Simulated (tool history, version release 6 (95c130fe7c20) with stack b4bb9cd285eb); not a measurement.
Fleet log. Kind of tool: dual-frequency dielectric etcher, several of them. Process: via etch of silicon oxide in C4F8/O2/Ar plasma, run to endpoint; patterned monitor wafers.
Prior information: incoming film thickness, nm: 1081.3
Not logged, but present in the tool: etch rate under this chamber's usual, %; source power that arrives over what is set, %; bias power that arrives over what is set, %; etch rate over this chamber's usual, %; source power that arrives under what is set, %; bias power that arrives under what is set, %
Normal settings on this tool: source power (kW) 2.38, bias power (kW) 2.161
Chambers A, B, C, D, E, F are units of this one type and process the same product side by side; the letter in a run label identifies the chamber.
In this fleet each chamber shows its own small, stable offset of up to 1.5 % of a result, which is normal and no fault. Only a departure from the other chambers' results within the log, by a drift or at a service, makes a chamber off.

run,hour,source power (kW),bias power (kW),hours since the last wet clean,hours since the last source power generator calibration,hours since the last bias power generator calibration,endpoint time (s)
1A,8,2.38,2.161,412.2,2880.4,675,197.55
2D,14.1,2.38,2.161,94.4,176.9,1515.2,195.95
# hour 21.8: chamber C: bias power generator calibrated
3E,25.7,2.38,2.161,293.3,63.4,629.9,192.94
4B,36.4,2.38,2.161,144.1,244,884.7,195.38
5C,42.8,2.38,2.161,121.2,1238.9,21,194.42
6F,53,2.38,2.161,286.8,1937.4,1945.1,194.25
7A,60.6,2.38,2.161,464.8,2933,727.6,198.83
8F,69.6,2.38,2.161,303.4,1954,1961.7,193.87
9E,76.9,2.1,2.161,344.5,114.6,681.1,203.21
10C,84.3,2.1,2.161,162.7,1280.4,62.5,205.37
11B,92.9,2.1,2.161,200.6,300.5,941.2,206.38
12D,98.4,2.1,2.161,178.7,261.2,1599.5,207.62
13C,105.5,2.1,2.161,183.9,1301.6,83.7,205.49
14B,113.7,2.1,2.161,221.4,321.3,962,204.52
15E,125.8,2.38,2.161,393.4,163.5,730,192.46
16D,133.5,2.38,2.61,213.8,296.3,1634.6,185.5
# hour 140.9: chamber A: wet clean of the chamber
17A,142,2.38,2.61,1.1,3014.4,809,195.76
18F,150.8,2.38,2.61,384.6,2035.2,2042.9,185.82
19B,160.4,2.38,2.61,268.1,368,1008.7,183.93
20F,171.9,2.38,2.61,405.7,2056.3,2064,184.47
21A,182.4,2.38,2.61,41.5,3054.8,849.4,194.64
22C,191.6,2.38,2.161,270,1387.7,169.8,193.04
23D,197.9,2.38,2.161,278.2,360.7,1699,195.11
24E,205.9,2.38,2.161,473.5,243.6,810.1,192.79
25B,217,2.38,2.161,324.7,424.6,1065.3,195.62
26F,222.3,1.79,1.733,456.1,2106.7,2114.4,235.59
27E,233.7,1.79,1.733,501.3,271.4,837.9,231.07
28A,244.7,1.79,1.733,103.8,3117.1,911.7,249.23
29D,251.6,1.79,1.733,331.9,414.4,1752.7,233.96
30C,257.6,1.79,1.733,336,1453.7,235.8,231.79
31F,263.5,1.79,1.733,497.3,2147.9,2155.6,233.14
# hour 268.6: chamber E: wet clean of the chamber
32B,271.1,2.38,2.161,378.8,478.7,1119.4,194.24
33D,282.2,2.38,2.161,362.5,445,1783.3,197.41
34A,293.7,2.38,2.161,152.8,3166.1,960.7,208.82
35C,300.5,2.71,1.748,378.9,1496.6,278.7,195.99
36E,312,2.71,1.748,43.4,349.7,916.2,195.53
37B,322.5,2.71,1.748,430.2,530.1,1170.8,197.06

Predict what each chamber gives when all 6 of them run the settings below next.
38A,331.3,2.75,2.161,,,,?
38B,331.3,2.75,2.161,,,,?
38C,331.3,2.75,2.161,,,,?
38D,331.3,2.75,2.161,,,,?
38E,331.3,2.75,2.161,,,,?
38F,331.3,2.75,2.161,,,,?

run,endpoint time (s)
38A,194.55
38B,185.64
38C,181.65
38D,184.64
38E,180.93
38F,182.51
